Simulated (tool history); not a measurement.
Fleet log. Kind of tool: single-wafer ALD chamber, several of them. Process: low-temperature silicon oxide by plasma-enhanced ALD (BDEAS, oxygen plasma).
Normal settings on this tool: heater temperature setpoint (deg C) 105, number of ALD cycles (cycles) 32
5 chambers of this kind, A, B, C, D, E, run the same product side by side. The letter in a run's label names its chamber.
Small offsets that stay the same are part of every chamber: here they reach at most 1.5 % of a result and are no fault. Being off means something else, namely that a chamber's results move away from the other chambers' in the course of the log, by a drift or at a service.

| run | hour | heater temperature setpoint (deg C) | number of ALD cycles (cycles) | read-back reference wafer on the same gauge, thickness_nm | mean film thickness on the monitor wafer (nm) |
|---|---|---|---|---|---|
| 1A | 5 | 105 | 32 | 4.62 | 4.4678 |
| 2E | 8.4 | 105 | 32 | 4.6187 | 4.5553 |
| 3C | 11.8 | 105 | 32 | 4.6196 | 4.5251 |
| 4D | 17.6 | 105 | 32 | 4.6179 | 4.5335 |
| 5B | 22.4 | 113 | 38 | 4.6171 | 5.3628 |
| 6D | 29.3 | 113 | 38 | 4.6167 | 5.2945 |
| 7A | 34.8 | 113 | 38 | 4.6164 | 5.2225 |
| 8C | 38.2 | 113 | 38 | 4.6157 | 5.2893 |
| 9E | 42.3 | 113 | 38 | 4.6158 | 5.3333 |
| 10B | 47 | 119 | 32 | 4.6143 | 4.4703 |
| 11E | 50.9 | 119 | 32 | 4.6137 | 4.4346 |
| 12C | 56.2 | 119 | 32 | 4.6147 | 4.3989 |
| 13B | 60.3 | 119 | 32 | 4.6148 | 4.4723 |
| 14A | 65 | 119 | 32 | 4.614 | 4.3521 |
| 15D | 69.4 | 118 | 29 | 4.6143 | 3.9995 |
| 16A | 73.6 | 118 | 29 | 4.6126 | 3.951 |
| 17C | 79 | 118 | 29 | 4.6122 | 3.998 |
| 18D | 84.2 | 118 | 29 | 4.6124 | 3.992 |
| 19B | 88.1 | 118 | 29 | 4.6119 | 4.0561 |
| 20E | 92.8 | 105 | 32 | 4.6118 | 4.5503 |
| 21C | 100 | 105 | 32 | 4.6113 | 4.5072 |
| 22A | 106.8 | 105 | 32 | 4.6106 | 4.458 |
| 23E | 110.7 | 99 | 27 | 4.6088 | 3.8779 |
| 24D | 115.7 | 99 | 27 | 4.6091 | 3.8525 |
| 25B | 119.4 | 99 | 27 | 4.6089 | 3.9064 |
| 26B | 125.4 | 99 | 27 | 4.6065 | 3.9109 |
| 27A | 129.8 | 99 | 27 | 4.6088 | 3.8038 |
| 28E | 134.7 | 105 | 32 | 4.6065 | 4.5335 |
| 29C | 141.3 | 105 | 32 | 4.6061 | 4.5108 |
| 30D | 145.5 | 105 | 32 | 4.6058 | 4.5133 |
|  | 145.6 | chamber B: thermocouple changed; heater temperature recalibrated |
| 31A | 149.2 | 105 | 29 | 4.6061 | 4.0324 |
| 32E | 155 | 105 | 29 | 4.605 | 4.1071 |
| 33B | 161.4 | 105 | 29 | 4.604 | 4.1424 |
| 34D | 167.3 | 105 | 29 | 4.6048 | 4.0888 |
| 35C | 173.5 | 105 | 29 | 4.6025 | 4.0761 |
| 36C | 179.5 | 105 | 32 | 4.6023 | 4.4977 |
| 37E | 183.5 | 105 | 32 | 4.6036 | 4.5296 |
| 38B | 190.1 | 105 | 32 | 4.602 | 4.5643 |
| 39A | 196 | 105 | 32 | 4.6012 | 4.4495 |
| 40D | 201 | 105 | 32 | 4.6012 | 4.5019 |
| 41D | 207.5 | 105 | 29 | 4.6006 | 4.0803 |
| 42E | 213.9 | 105 | 29 | 4.5993 | 4.1057 |
| 43B | 220.7 | 105 | 29 | 4.5991 | 4.1341 |

All chambers now run identical settings, listed one chamber a line with results as question marks. What results will each chamber show?
| 44A | 225.9 | 105 | 28 |  | ? |
| 44B | 225.9 | 105 | 28 |  | ? |
| 44C | 225.9 | 105 | 28 |  | ? |
| 44D | 225.9 | 105 | 28 |  | ? |
| 44E | 225.9 | 105 | 28 |  | ? |

| run | mean film thickness on the monitor wafer (nm) |
|---|---|
| 44A | 3.9016 |
| 44B | 3.9861 |
| 44C | 3.9417 |
| 44D | 3.9393 |
| 44E | 3.9645 |
